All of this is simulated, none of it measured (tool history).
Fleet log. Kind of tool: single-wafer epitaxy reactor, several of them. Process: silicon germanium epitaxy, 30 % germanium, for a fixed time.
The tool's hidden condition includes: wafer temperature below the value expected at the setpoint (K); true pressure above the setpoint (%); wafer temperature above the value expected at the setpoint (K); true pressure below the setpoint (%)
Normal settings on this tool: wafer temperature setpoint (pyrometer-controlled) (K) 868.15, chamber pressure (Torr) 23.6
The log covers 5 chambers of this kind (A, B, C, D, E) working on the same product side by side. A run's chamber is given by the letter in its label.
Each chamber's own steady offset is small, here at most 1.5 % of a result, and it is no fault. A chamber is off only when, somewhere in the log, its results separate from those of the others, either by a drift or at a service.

run   hour  wafer temperature setpoint (pyrometer-controlled) (K)  chamber pressure (Torr)  hours since the last pyrometer calibration  hours since the last manometer calibration  read-back reference wafer on the same gauge, thickness_nm  mean film thickness on the monitor wafer (angstrom)
 1D    9.1                                                 868.15                     23.6                                      2022.0                                       940.8                                                     48.393                                               580.90
 2E   17.9                                                 868.15                     23.6                                       267.7                                      1206.0                                                     48.383                                               578.33
 3A   25.4                                                 868.15                     23.6                                      1490.6                                       244.0                                                     48.399                                               578.69
 4C   32.0                                                 868.15                     23.6                                      2028.8                                       950.9                                                     48.403                                               581.88
 5B   42.4                                                 868.15                     23.6                                        83.5                                      1876.3                                                     48.402                                               573.82
 6C   52.7                                                 868.15                     23.6                                      2049.5                                       971.6                                                     48.377                                               580.09
 7A   61.8                                                 868.15                     23.6                                      1527.0                                       280.4                                                     48.404                                               579.94
 8B   67.7                                                 868.15                     23.6                                       108.8                                      1901.6                                                     48.388                                               579.76
 9E   77.1                                                 868.15                     23.6                                       326.9                                      1265.2                                                     48.378                                               577.36
10D   87.0                                                 868.15                     23.6                                      2099.9                                      1018.7                                                     48.406                                               578.79
11B   93.5                                                 868.15                     23.6                                       134.6                                      1927.4                                                     48.371                                               578.99
12E  100.8                                                 868.15                     23.6                                       350.6                                      1288.9                                                     48.412                                               575.19
13C  105.8                                                 868.15                     23.6                                      2102.6                                      1024.7                                                     48.381                                               576.29
14A  112.9                                                 868.15                     23.6                                      1578.1                                       331.5                                                     48.358                                               579.37
15D  121.9                                                 868.15                     23.6                                      2134.8                                      1053.6                                                     48.385                                               581.80
16A  128.1                                                 868.15                     28.0                                      1593.3                                       346.7                                                     48.394                                               615.27
17B  139.1                                                 868.15                     28.0                                       180.2                                      1973.0                                                     48.383                                               619.61
     144.8  -- chamber C: pyrometer calibrated
18E  150.1                                                 868.15                     28.0                                       399.9                                      1338.2                                                     48.445                                               616.01
19C  154.9                                                 868.15                     28.0                                        10.2                                      1073.8                                                     48.413                                               602.10
20D  164.7                                                 868.15                     28.0                                      2177.6                                      1096.4                                                     48.400                                               621.93
21A  174.5                                                 868.15                     23.6                                      1639.7                                       393.1                                                     48.387                                               576.08
22E  181.5                                                 868.15                     23.6                                       431.3                                      1369.6                                                     48.405                                               578.38
23C  187.7                                                 868.15                     23.6                                        43.0                                      1106.6                                                     48.447                                               556.25
24B  197.9                                                 868.15                     23.6                                       239.0                                      2031.8                                                     48.398                                               577.58
25D  203.7                                                 868.15                     23.6                                      2216.6                                      1135.4                                                     48.394                                               580.56
26C  211.9                                                 868.15                     23.6                                        67.2                                      1130.8                                                     48.383                                               562.04
27E  218.6                                                 868.15                     23.6                                       468.4                                      1406.7                                                     48.406                                               578.39
28A  225.8                                                 868.15                     23.6                                      1691.0                                       444.4                                                     48.367                                               577.09
29D  236.1                                                 868.15                     23.6                                      2249.0                                      1167.8                                                     48.403                                               580.89
     239.2  -- chamber B: capacitance manometer re-zeroed and calibrated
30B  246.2                                                 868.15                     23.6                                       287.3                                         7.0                                                     48.403                                               577.37
31D  255.8                                                 868.15                     23.6                                      2268.7                                      1187.5                                                     48.368                                               581.90
32C  261.0                                                 868.15                     23.6                                       116.3                                      1179.9                                                     48.409                                               559.04
33E  267.9                                                 868.15                     23.6                                       517.7                                      1456.0                                                     48.413                                               576.74

The same settings go to every chamber for the next run, one line per chamber below. Forecast the results for each:
34A  275.8                                                 859.15                     23.6                                                                                                                                                                                                       ?
34B  275.8                                                 859.15                     23.6                                                                                                                                                                                                       ?
34C  275.8                                                 859.15                     23.6                                                                                                                                                                                                       ?
34D  275.8                                                 859.15                     23.6                                                                                                                                                                                                       ?
34E  275.8                                                 859.15                     23.6                                                                                                                                                                                                       ?

run  mean film thickness on the monitor wafer (angstrom)
34A                                               488.45
34B                                               489.44
34C                                               476.24
34D                                               488.56
34E                                               483.79

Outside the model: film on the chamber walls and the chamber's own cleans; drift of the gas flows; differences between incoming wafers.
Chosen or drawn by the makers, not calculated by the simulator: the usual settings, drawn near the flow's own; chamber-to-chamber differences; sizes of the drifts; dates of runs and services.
